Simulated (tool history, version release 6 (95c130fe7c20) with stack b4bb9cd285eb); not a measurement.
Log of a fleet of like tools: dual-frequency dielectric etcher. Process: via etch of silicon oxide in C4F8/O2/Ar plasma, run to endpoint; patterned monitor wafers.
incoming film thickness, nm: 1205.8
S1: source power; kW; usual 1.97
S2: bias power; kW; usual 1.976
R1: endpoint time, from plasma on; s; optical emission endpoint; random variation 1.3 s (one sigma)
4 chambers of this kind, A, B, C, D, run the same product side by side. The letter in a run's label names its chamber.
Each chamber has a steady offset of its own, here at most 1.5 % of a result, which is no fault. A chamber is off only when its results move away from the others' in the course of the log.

Run 1D, day 0.242: usual settings. Result: R1 241.07 s.
Run 2C, day 0.625: usual settings. Result: R1 241.05 s.
Run 3B, day 1.083: usual settings. Result: R1 237.19 s.
At day 1.421: chamber A: wet clean of the chamber.
Run 4A, day 1.421: usual settings. Result: R1 239.3 s.
Run 5A, day 1.817: usual settings. Result: R1 238.47 s.
Run 6B, day 2.054: usual settings. Result: R1 239.43 s.
Run 7D, day 2.258: usual settings. Result: R1 242.54 s.
Run 8C, day 2.617: usual settings. Result: R1 242.3 s.
Run 9B, day 2.942: usual settings. Result: R1 236.44 s.
Run 10C, day 3.204: usual settings. Result: R1 240.95 s.
Run 11A, day 3.604: usual settings. Result: R1 239.64 s.
Run 12D, day 3.871: usual settings. Result: R1 245.43 s.
Run 13B, day 4.121: usual settings. Result: R1 234.6 s.
Run 14A, day 4.525: usual settings. Result: R1 239.26 s.
At day 4.529: chamber B: wet clean of the chamber.
Run 15D, day 4.879: usual settings. Result: R1 248.05 s.
Run 16C, day 5.296: usual settings. Result: R1 241.1 s.
Run 17C, day 5.75: usual settings but S1 1.73 kW, S2 2.414 kW. Result: R1 240.3 s.
Run 18A, day 6.021: usual settings but S1 1.73 kW, S2 2.414 kW. Result: R1 237.47 s.
Run 19D, day 6.288: usual settings but S1 1.73 kW, S2 2.414 kW. Result: R1 246.34 s.
Run 20B, day 6.508: usual settings but S1 1.73 kW, S2 2.414 kW. Result: R1 235.31 s.
Run 21C, day 6.892: usual settings. Result: R1 244.07 s.
Run 22A, day 7.279: usual settings. Result: R1 239.35 s.
Run 23D, day 7.575: usual settings. Result: R1 251.91 s.
Run 24B, day 7.9: usual settings. Result: R1 235.01 s.
Run 25B, day 8.167: usual settings but S1 2.44 kW, S2 2.259 kW. Result: R1 209.1 s.
Run 26A, day 8.608: usual settings but S1 2.44 kW, S2 2.259 kW. Result: R1 211.14 s.
Run 27D, day 9.017: usual settings but S1 2.44 kW, S2 2.259 kW. Result: R1 221.99 s.

Next, every chamber runs the same settings. What will each give?
Run 28A, day 9.354: usual settings but S1 2.34 kW. Result: R1 ?.
Run 28B, day 9.354: usual settings but S1 2.34 kW. Result: R1 ?.
Run 28C, day 9.354: usual settings but S1 2.34 kW. Result: R1 ?.
Run 28D, day 9.354: usual settings but S1 2.34 kW. Result: R1 ?.

run      R1
28A  222.64
28B  222.25
28C  225.74
28D  238.27
